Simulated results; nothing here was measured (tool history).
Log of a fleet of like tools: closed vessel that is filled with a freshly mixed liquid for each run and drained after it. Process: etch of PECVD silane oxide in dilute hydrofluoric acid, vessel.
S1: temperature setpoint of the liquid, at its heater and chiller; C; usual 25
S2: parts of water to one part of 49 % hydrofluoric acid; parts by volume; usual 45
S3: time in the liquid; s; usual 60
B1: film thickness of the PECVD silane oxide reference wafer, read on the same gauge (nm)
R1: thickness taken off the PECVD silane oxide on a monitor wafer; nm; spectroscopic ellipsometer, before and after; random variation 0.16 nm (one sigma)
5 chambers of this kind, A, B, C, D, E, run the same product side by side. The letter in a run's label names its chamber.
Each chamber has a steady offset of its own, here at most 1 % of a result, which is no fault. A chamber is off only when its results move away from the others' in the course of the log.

{"run": "1C", "day": 0.408, "S1": 25, "S2": 45, "S3": 60, "B1": 79.985, "R1": 22.222}
{"run": "2E", "day": 0.8, "S1": 25, "S2": 45, "S3": 60, "B1": 79.988, "R1": 22.558}
{"day": 0.829, "done": "chamber C: hydrofluoric acid flow meter replaced"}
{"run": "3A", "day": 1.096, "S1": 25, "S2": 45, "S3": 60, "B1": 80, "R1": 22.264}
{"run": "4D", "day": 1.579, "S1": 25, "S2": 45, "S3": 60, "B1": 79.987, "R1": 22.091}
{"run": "5B", "day": 2.129, "S1": 25, "S2": 45, "S3": 60, "B1": 80.005, "R1": 22.441}
{"day": 2.138, "done": "chamber B: thermometer replaced"}
{"run": "6B", "day": 2.55, "S1": 25, "S2": 45, "S3": 60, "B1": 79.984, "R1": 22.354}
{"run": "7E", "day": 2.879, "S1": 25, "S2": 45, "S3": 60, "B1": 79.985, "R1": 22.596}
{"run": "8D", "day": 3.392, "S1": 25, "S2": 45, "S3": 60, "B1": 80.027, "R1": 22.34}
{"run": "9A", "day": 3.854, "S1": 25, "S2": 35, "S3": 60, "B1": 79.975, "R1": 29.108}
{"run": "10C", "day": 4.383, "S1": 25, "S2": 35, "S3": 60, "B1": 79.995, "R1": 28.918}
{"run": "11D", "day": 4.788, "S1": 25, "S2": 35, "S3": 60, "B1": 79.997, "R1": 28.977}
{"run": "12B", "day": 5.396, "S1": 25, "S2": 35, "S3": 60, "B1": 79.98, "R1": 28.892}
{"run": "13C", "day": 5.767, "S1": 25, "S2": 35, "S3": 60, "B1": 80.033, "R1": 29.513}
{"day": 5.912, "done": "chamber D: hydrofluoric acid flow meter replaced"}
{"run": "14E", "day": 6.217, "S1": 25, "S2": 45, "S3": 60, "B1": 80.013, "R1": 22.455}
{"run": "15A", "day": 6.775, "S1": 25, "S2": 45, "S3": 60, "B1": 79.974, "R1": 22.282}
{"run": "16B", "day": 7.354, "S1": 25, "S2": 45, "S3": 60, "B1": 79.992, "R1": 22.402}
{"run": "17D", "day": 7.679, "S1": 25, "S2": 45, "S3": 60, "B1": 80.004, "R1": 23.179}
{"run": "18E", "day": 8.229, "S1": 25, "S2": 45, "S3": 60, "B1": 79.994, "R1": 22.261}
{"run": "19A", "day": 8.612, "S1": 25, "S2": 45, "S3": 60, "B1": 79.994, "R1": 22.321}
{"run": "20C", "day": 9.121, "S1": 25, "S2": 45, "S3": 60, "B1": 79.992, "R1": 22.342}
{"run": "21D", "day": 9.4, "S1": 25, "S2": 45, "S3": 60, "B1": 79.995, "R1": 23.397}
{"run": "22C", "day": 9.8, "S1": 25, "S2": 45, "S3": 60, "B1": 80.015, "R1": 22.377}
{"run": "23E", "day": 10.354, "S1": 25, "S2": 45, "S3": 60, "B1": 79.994, "R1": 22.04}
{"run": "24B", "day": 10.621, "S1": 25, "S2": 35, "S3": 75, "B1": 79.992, "R1": 36.161}
{"run": "25A", "day": 11.183, "S1": 25, "S2": 35, "S3": 75, "B1": 80.01, "R1": 36.363}
{"run": "26D", "day": 11.508, "S1": 25, "S2": 35, "S3": 75, "B1": 80.001, "R1": 38.254}
{"run": "27B", "day": 11.892, "S1": 25, "S2": 35, "S3": 75, "B1": 80.009, "R1": 35.798}
{"run": "28C", "day": 12.212, "S1": 25, "S2": 35, "S3": 75, "B1": 79.988, "R1": 36.513}
{"run": "29A", "day": 12.621, "S1": 25, "S2": 45, "S3": 60, "B1": 79.991, "R1": 22.317}
{"run": "30E", "day": 13.125, "S1": 25, "S2": 45, "S3": 60, "B1": 79.995, "R1": 22.323}
{"run": "31D", "day": 13.4, "S1": 25, "S2": 45, "S3": 60, "B1": 80.009, "R1": 24.113}
{"run": "32A", "day": 13.858, "S1": 25, "S2": 45, "S3": 60, "B1": 79.983, "R1": 22.063}

Next, every chamber runs the same settings. What will each give?
{"run": "33A", "day": 14.296, "S1": 25, "S2": 45, "S3": 60, "R1": "?"}
{"run": "33B", "day": 14.296, "S1": 25, "S2": 45, "S3": 60, "R1": "?"}
{"run": "33C", "day": 14.296, "S1": 25, "S2": 45, "S3": 60, "R1": "?"}
{"run": "33D", "day": 14.296, "S1": 25, "S2": 45, "S3": 60, "R1": "?"}
{"run": "33E", "day": 14.296, "S1": 25, "S2": 45, "S3": 60, "R1": "?"}

run=33A R1=22.58
run=33B R1=22.087
run=33C R1=22.506
run=33D R1=24.233
run=33E R1=22.198
